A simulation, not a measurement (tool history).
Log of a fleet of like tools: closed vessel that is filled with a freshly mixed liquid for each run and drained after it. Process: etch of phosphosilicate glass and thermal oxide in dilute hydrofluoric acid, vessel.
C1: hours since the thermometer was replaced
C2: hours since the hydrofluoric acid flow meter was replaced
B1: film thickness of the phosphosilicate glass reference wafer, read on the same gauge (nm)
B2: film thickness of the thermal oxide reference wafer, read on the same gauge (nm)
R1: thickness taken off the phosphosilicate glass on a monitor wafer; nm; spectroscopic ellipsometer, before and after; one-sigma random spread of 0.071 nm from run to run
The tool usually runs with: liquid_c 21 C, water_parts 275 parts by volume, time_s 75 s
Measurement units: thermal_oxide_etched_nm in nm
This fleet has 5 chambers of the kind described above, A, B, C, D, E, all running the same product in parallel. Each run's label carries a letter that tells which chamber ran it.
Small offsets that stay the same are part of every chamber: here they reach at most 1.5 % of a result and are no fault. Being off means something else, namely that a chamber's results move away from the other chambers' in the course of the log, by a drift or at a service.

run 1D hour=8.9 | liquid_c=21 water_parts=275 time_s=75 | C1=1318.3 C2=149.5 | B1=29.986 B2=150 | R1=22.655 thermal_oxide_etched_nm=0.93885
run 2B hour=20 | liquid_c=21 water_parts=275 time_s=75 | C1=745.3 C2=784.5 | B1=29.974 B2=149.99 | R1=22.634 thermal_oxide_etched_nm=0.86309
run 3C hour=30.8 | liquid_c=21 water_parts=275 time_s=75 | C1=694.2 C2=31.1 | B1=30.032 B2=150 | R1=22.45 thermal_oxide_etched_nm=0.90941
run 4A hour=37.5 | liquid_c=21 water_parts=275 time_s=75 | C1=51.5 C2=462 | B1=29.989 B2=150 | R1=22.619 thermal_oxide_etched_nm=0.90709
run 5E hour=44.5 | liquid_c=21 water_parts=275 time_s=75 | C1=677.5 C2=1069.4 | B1=29.994 B2=150 | R1=22.227 thermal_oxide_etched_nm=0.86395
run 6C hour=53.9 | liquid_c=21 water_parts=275 time_s=75 | C1=717.3 C2=54.2 | B1=30.011 B2=149.99 | R1=22.449 thermal_oxide_etched_nm=0.88391
run 7B hour=61.2 | liquid_c=21 water_parts=275 time_s=75 | C1=786.5 C2=825.7 | B1=29.987 B2=150 | R1=22.628 thermal_oxide_etched_nm=0.92121
run 8A hour=68.4 | liquid_c=23.5 water_parts=275 time_s=75 | C1=82.4 C2=492.9 | B1=30.005 B2=149.99 | R1=24.767 thermal_oxide_etched_nm=0.96837
run 9E hour=76 | liquid_c=23.5 water_parts=275 time_s=75 | C1=709 C2=1100.9 | B1=30.005 B2=150 | R1=24.25 thermal_oxide_etched_nm=0.97442
run 10D hour=86 | liquid_c=23.5 water_parts=275 time_s=75 | C1=1395.4 C2=226.6 | B1=29.985 B2=150 | R1=24.866 thermal_oxide_etched_nm=1.0031
run 11E hour=91.8 | liquid_c=23.5 water_parts=275 time_s=75 | C1=724.8 C2=1116.7 | B1=30.006 B2=150 | R1=24.328 thermal_oxide_etched_nm=0.98984
run 12C hour=102.5 | liquid_c=23.5 water_parts=275 time_s=75 | C1=765.9 C2=102.8 | B1=29.98 B2=150.01 | R1=24.686 thermal_oxide_etched_nm=0.98516
run 13B hour=113 | liquid_c=21 water_parts=275 time_s=75 | C1=838.3 C2=877.5 | B1=30.022 B2=150.01 | R1=22.664 thermal_oxide_etched_nm=0.97423
run 14D hour=123.9 | liquid_c=21 water_parts=275 time_s=75 | C1=1433.3 C2=264.5 | B1=29.992 B2=150 | R1=22.737 thermal_oxide_etched_nm=0.88841
run 15A hour=131.7 | liquid_c=21 water_parts=275 time_s=75 | C1=145.7 C2=556.2 | B1=29.996 B2=150.01 | R1=22.606 thermal_oxide_etched_nm=0.90294
run 16E hour=139.8 | liquid_c=21 water_parts=275 time_s=75 | C1=772.8 C2=1164.7 | B1=29.981 B2=149.99 | R1=22.305 thermal_oxide_etched_nm=0.88331
run 17D hour=147.3 | liquid_c=21 water_parts=275 time_s=75 | C1=1456.7 C2=287.9 | B1=29.964 B2=150 | R1=22.69 thermal_oxide_etched_nm=0.96223
run 18C hour=153.3 | liquid_c=21 water_parts=275 time_s=75 | C1=816.7 C2=153.6 | B1=29.985 B2=150 | R1=22.329 thermal_oxide_etched_nm=0.9234
run 19A hour=159.1 | liquid_c=22.5 water_parts=275 time_s=75 | C1=173.1 C2=583.6 | B1=30.021 B2=150 | R1=23.752 thermal_oxide_etched_nm=0.93554
run 20B hour=165.9 | liquid_c=22.5 water_parts=275 time_s=75 | C1=891.2 C2=930.4 | B1=29.987 B2=150 | R1=23.894 thermal_oxide_etched_nm=0.93199
run 21E hour=174.2 | liquid_c=22.5 water_parts=275 time_s=75 | C1=807.2 C2=1199.1 | B1=29.992 B2=150.01 | R1=23.396 thermal_oxide_etched_nm=0.96007
run 22C hour=181.1 | liquid_c=22.5 water_parts=275 time_s=75 | C1=844.5 C2=181.4 | B1=30.01 B2=150 | R1=23.77 thermal_oxide_etched_nm=0.97616
-- hour=183.6 chamber D: thermometer replaced
run 23B hour=186.2 | liquid_c=22.5 water_parts=275 time_s=75 | C1=911.5 C2=950.7 | B1=29.98 B2=149.99 | R1=23.908 thermal_oxide_etched_nm=0.92587
run 24D hour=193.1 | liquid_c=21 water_parts=275 time_s=75 | C1=9.6 C2=333.7 | B1=29.999 B2=149.98 | R1=22.734 thermal_oxide_etched_nm=0.87818
run 25A hour=200.3 | liquid_c=21 water_parts=275 time_s=75 | C1=214.3 C2=624.8 | B1=29.991 B2=150.01 | R1=22.528 thermal_oxide_etched_nm=0.91109
run 26D hour=208 | liquid_c=17 water_parts=170 time_s=75 | C1=24.5 C2=348.6 | B1=29.999 B2=150.01 | R1=34.783 thermal_oxide_etched_nm=1.3639
run 27B hour=217.9 | liquid_c=17 water_parts=170 time_s=75 | C1=943.2 C2=982.4 | B1=29.958 B2=149.99 | R1=34.697 thermal_oxide_etched_nm=1.3699
run 28C hour=223.3 | liquid_c=17 water_parts=170 time_s=75 | C1=886.7 C2=223.6 | B1=29.99 B2=150.01 | R1=34.234 thermal_oxide_etched_nm=1.4576
run 29A hour=233.7 | liquid_c=17 water_parts=170 time_s=75 | C1=247.7 C2=658.2 | B1=29.979 B2=149.99 | R1=34.465 thermal_oxide_etched_nm=1.4124
run 30E hour=242.3 | liquid_c=17 water_parts=170 time_s=75 | C1=875.3 C2=1267.2 | B1=29.992 B2=150.02 | R1=33.684 thermal_oxide_etched_nm=1.3598
run 31D hour=252.2 | liquid_c=21 water_parts=275 time_s=75 | C1=68.7 C2=392.8 | B1=30.02 B2=149.99 | R1=22.681 thermal_oxide_etched_nm=0.88646
run 32C hour=263.1 | liquid_c=21 water_parts=275 time_s=110 | C1=926.5 C2=263.4 | B1=30.014 B2=149.98 | R1=32.833 thermal_oxide_etched_nm=1.4338
run 33E hour=273.3 | liquid_c=21 water_parts=275 time_s=110 | C1=906.3 C2=1298.2 | B1=30.012 B2=150 | R1=32.471 thermal_oxide_etched_nm=1.3505
run 34A hour=279.4 | liquid_c=21 water_parts=275 time_s=110 | C1=293.4 C2=703.9 | B1=30.014 B2=150 | R1=33.39 thermal_oxide_etched_nm=1.4093
run 35B hour=289.9 | liquid_c=21 water_parts=275 time_s=110 | C1=1015.2 C2=1054.4 | B1=30.006 B2=149.99 | R1=33.182 thermal_oxide_etched_nm=1.3459

Predict what each chamber gives when all 5 of them run the settings below next.
run 36A hour=298.1 | liquid_c=21 water_parts=275 time_s=100 | R1=? thermal_oxide_etched_nm=?
run 36B hour=298.1 | liquid_c=21 water_parts=275 time_s=100 | R1=? thermal_oxide_etched_nm=?
run 36C hour=298.1 | liquid_c=21 water_parts=275 time_s=100 | R1=? thermal_oxide_etched_nm=?
run 36D hour=298.1 | liquid_c=21 water_parts=275 time_s=100 | R1=? thermal_oxide_etched_nm=?
run 36E hour=298.1 | liquid_c=21 water_parts=275 time_s=100 | R1=? thermal_oxide_etched_nm=?

run=36A R1=30.206 thermal_oxide_etched_nm=1.1667
run=36B R1=29.994 thermal_oxide_etched_nm=1.1746
run=36C R1=29.863 thermal_oxide_etched_nm=1.2376
run=36D R1=30.366 thermal_oxide_etched_nm=1.1988
run=36E R1=29.713 thermal_oxide_etched_nm=1.2348
